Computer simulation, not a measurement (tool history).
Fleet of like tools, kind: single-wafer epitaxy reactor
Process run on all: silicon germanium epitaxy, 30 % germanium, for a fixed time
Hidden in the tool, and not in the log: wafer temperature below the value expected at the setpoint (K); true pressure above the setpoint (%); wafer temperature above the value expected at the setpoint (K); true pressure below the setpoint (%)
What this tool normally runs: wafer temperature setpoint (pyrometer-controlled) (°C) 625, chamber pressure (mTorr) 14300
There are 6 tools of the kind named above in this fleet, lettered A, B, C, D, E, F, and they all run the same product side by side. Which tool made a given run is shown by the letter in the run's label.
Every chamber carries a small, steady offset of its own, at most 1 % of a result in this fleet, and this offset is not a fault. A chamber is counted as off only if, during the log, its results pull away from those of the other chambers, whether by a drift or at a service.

run     day  wafer temperature setpoint (pyrometer-controlled) (°C)  chamber pressure (mTorr)  hours since the last pyrometer calibration  hours since the last manometer calibration  read-back reference wafer on the same gauge, thickness_nm  mean film thickness on the monitor wafer (nm)
 1C   0.454                                                     625                     14300                                      1089.3                                       592.8                                                     86.469                                         80.902
 2F   1.058                                                     625                     14300                                        1010                                       759.6                                                     86.484                                         80.881
 3B   1.608                                                     625                     14300                                      1584.7                                      1912.8                                                     86.466                                         81.095
 4A   2.079                                                     625                     14300                                      1858.1                                      1107.8                                                     86.493                                         79.873
 5E   2.496                                                     625                     14300                                      1411.1                                         976                                                     86.546                                         80.157
 6D   3.042                                                     625                     14300                                       241.2                                       260.4                                                     86.439                                         79.921
 7A   3.538                                                     625                     14300                                      1893.1                                      1142.8                                                     86.529                                         79.644
 8F   3.833                                                     625                     14300                                      1076.6                                       826.2                                                     86.556                                         80.571
 9B   4.442                                                     625                     15400                                      1652.7                                      1980.8                                                     86.364                                         82.939
10C   4.883                                                     625                     15400                                      1195.6                                       699.1                                                     86.513                                         83.388
11D   5.308                                                     625                     15400                                       295.6                                       314.8                                                     86.496                                         82.698
12E   5.892                                                     625                     15400                                      1492.6                                      1057.5                                                     86.508                                         81.998
13C   6.242                                                     625                     15400                                      1228.2                                       731.7                                                     86.539                                         83.643
14A   6.717                                                     625                     15400                                      1969.4                                      1219.1                                                      86.52                                         82.309
15F   7.171                                                     625                     14300                                      1156.7                                       906.3                                                     86.477                                         79.919
16E   7.683                                                     625                     14300                                      1535.6                                      1100.5                                                     86.503                                         79.876
17B   8.246                                                     625                     14300                                        1744                                      2072.1                                                      86.46                                         80.709
18D   8.804                                                     625                     14300                                       379.5                                       398.7                                                     86.561                                         80.047
19C   9.158                                                     625                     14300                                      1298.2                                       801.7                                                     86.537                                         80.678
20D   9.712                                                     618                     12400                                       401.3                                       420.5                                                     86.515                                         66.672
21A  10.012                                                     618                     12400                                      2048.5                                      1298.2                                                     86.513                                         66.249
22B  10.379                                                     618                     12400                                      1795.2                                      2123.3                                                     86.433                                         66.949
23F  10.788                                                     618                     12400                                      1243.5                                       993.1                                                     86.562                                         67.275
     10.892  -- chamber C: capacitance manometer re-zeroed and calibrated
24E  11.242                                                     618                     12400                                        1621                                      1185.9                                                      86.48                                         66.708
25C  11.542                                                     618                     12400                                      1355.4                                        15.7                                                     86.462                                         67.068
26B  12.008                                                     625                     14300                                      1834.3                                      2162.4                                                     86.442                                         80.333
27D  12.471                                                     625                     14300                                       467.5                                       486.7                                                     86.515                                         79.831
28E    12.8                                                     611                     14300                                      1658.4                                      1223.3                                                     86.469                                         62.299
29A  13.262                                                     611                     14300                                      2126.5                                      1376.2                                                     86.397                                         62.412
30F    13.8                                                     611                     14300                                      1315.8                                      1065.4                                                      86.47                                         62.614
31F  14.088                                                     611                     14300                                      1322.7                                      1072.3                                                     86.508                                         62.652
32B  14.429                                                     611                     14300                                      1892.4                                      2220.5                                                     86.485                                         63.303
33C  14.721                                                     611                     14300                                      1431.7                                          92                                                     86.472                                         63.017
34D  15.212                                                     613                     14300                                       533.3                                       552.5                                                     86.568                                         64.605
35E  15.658                                                     613                     14300                                        1727                                      1291.9                                                     86.421                                         64.921
36A  16.217                                                     613                     14300                                      2197.4                                      1447.1                                                     86.432                                         64.364
37C  16.725                                                     613                     14300                                      1479.8                                       140.1                                                     86.557                                         65.145
38B  17.008                                                     613                     14300                                      1954.3                                      2282.4                                                     86.524                                         65.543
39D  17.467                                                     613                     14300                                       587.4                                       606.6                                                     86.498                                         64.651
40A   17.85                                                     625                     14300                                      2236.6                                      1486.3                                                     86.514                                         80.021
41F  18.142                                                     633                     11900                                        1420                                      1169.6                                                     86.398                                         86.844
42E  18.542                                                     633                     11900                                      1796.2                                      1361.1                                                     86.516                                         85.471
43A  19.033                                                     633                     11900                                        2265                                      1514.7                                                     86.504                                         84.606

Next, every chamber runs the same settings. What will each give?
44A  19.471                                                     612                     14300                                                                                                                                                                                                 ?
44B  19.471                                                     612                     14300                                                                                                                                                                                                 ?
44C  19.471                                                     612                     14300                                                                                                                                                                                                 ?
44D  19.471                                                     612                     14300                                                                                                                                                                                                 ?
44E  19.471                                                     612                     14300                                                                                                                                                                                                 ?
44F  19.471                                                     612                     14300                                                                                                                                                                                                 ?

run  mean film thickness on the monitor wafer (nm)
44A                                         63.554
44B                                         64.556
44C                                         64.403
44D                                         63.469
44E                                         63.737
44F                                         63.637
